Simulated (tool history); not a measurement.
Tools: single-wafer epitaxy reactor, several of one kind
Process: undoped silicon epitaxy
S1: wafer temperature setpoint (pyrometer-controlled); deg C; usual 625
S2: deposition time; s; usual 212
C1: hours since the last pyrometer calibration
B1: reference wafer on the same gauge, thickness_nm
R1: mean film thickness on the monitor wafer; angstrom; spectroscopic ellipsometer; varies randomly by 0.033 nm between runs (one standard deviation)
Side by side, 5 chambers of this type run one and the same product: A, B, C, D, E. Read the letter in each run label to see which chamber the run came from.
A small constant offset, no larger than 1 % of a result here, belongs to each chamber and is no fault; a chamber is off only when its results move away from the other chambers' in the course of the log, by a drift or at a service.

run,hour,S1,S2,C1,B1,R1
1A,4.0,625,212,33.2,17.405,203.49
2E,7.9,625,212,311.0,17.409,203.86
3C,11.9,625,212,415.3,17.411,204.34
4D,17.0,625,212,151.1,17.410,202.11
5B,20.2,625,183,472.0,17.413,174.06
6A,25.7,625,183,54.9,17.426,175.67
7C,29.8,625,183,433.2,17.424,176.07
8B,35.0,625,183,486.8,17.428,174.35
9E,39.9,625,183,343.0,17.426,175.97
10D,45.4,625,212,179.5,17.435,202.52
11B,50.8,625,212,502.6,17.441,202.40
12E,56.8,625,187,359.9,17.443,179.94
13A,62.5,625,187,91.7,17.456,180.27
14C,69.0,625,187,472.4,17.444,180.62
15D,75.5,625,187,209.6,17.456,179.03
16D,80.7,625,187,214.8,17.471,178.86
17B,87.7,625,212,539.5,17.460,203.05
18C,94.3,625,212,497.7,17.475,205.22
19A,98.0,625,212,127.2,17.469,204.05
20E,103.4,625,212,406.5,17.474,204.32
21A,108.7,625,212,137.9,17.483,204.32
22E,113.4,625,212,416.5,17.483,204.37
23C,117.1,625,212,520.5,17.488,204.89
24B,124.1,625,212,575.9,17.498,203.09
25D,130.0,625,212,264.1,17.493,202.76
26E,133.9,625,212,437.0,17.494,204.44
27C,140.7,625,212,544.1,17.499,205.05
28A,146.3,625,212,175.5,17.504,204.71
29B,150.1,625,212,601.9,17.510,203.01
30D,154.4,620,199,288.5,17.516,170.23

Has any chamber moved away from the others, gradually or after a service, or does the common gauge drift, or do the chambers differ only by their own small steady offsets? State the chamber and the most likely cause if one applies.

Gauge drift. The chambers move together only on paper, and none stands off.
What lies behind it: gauge reads high (%) = 0.673.
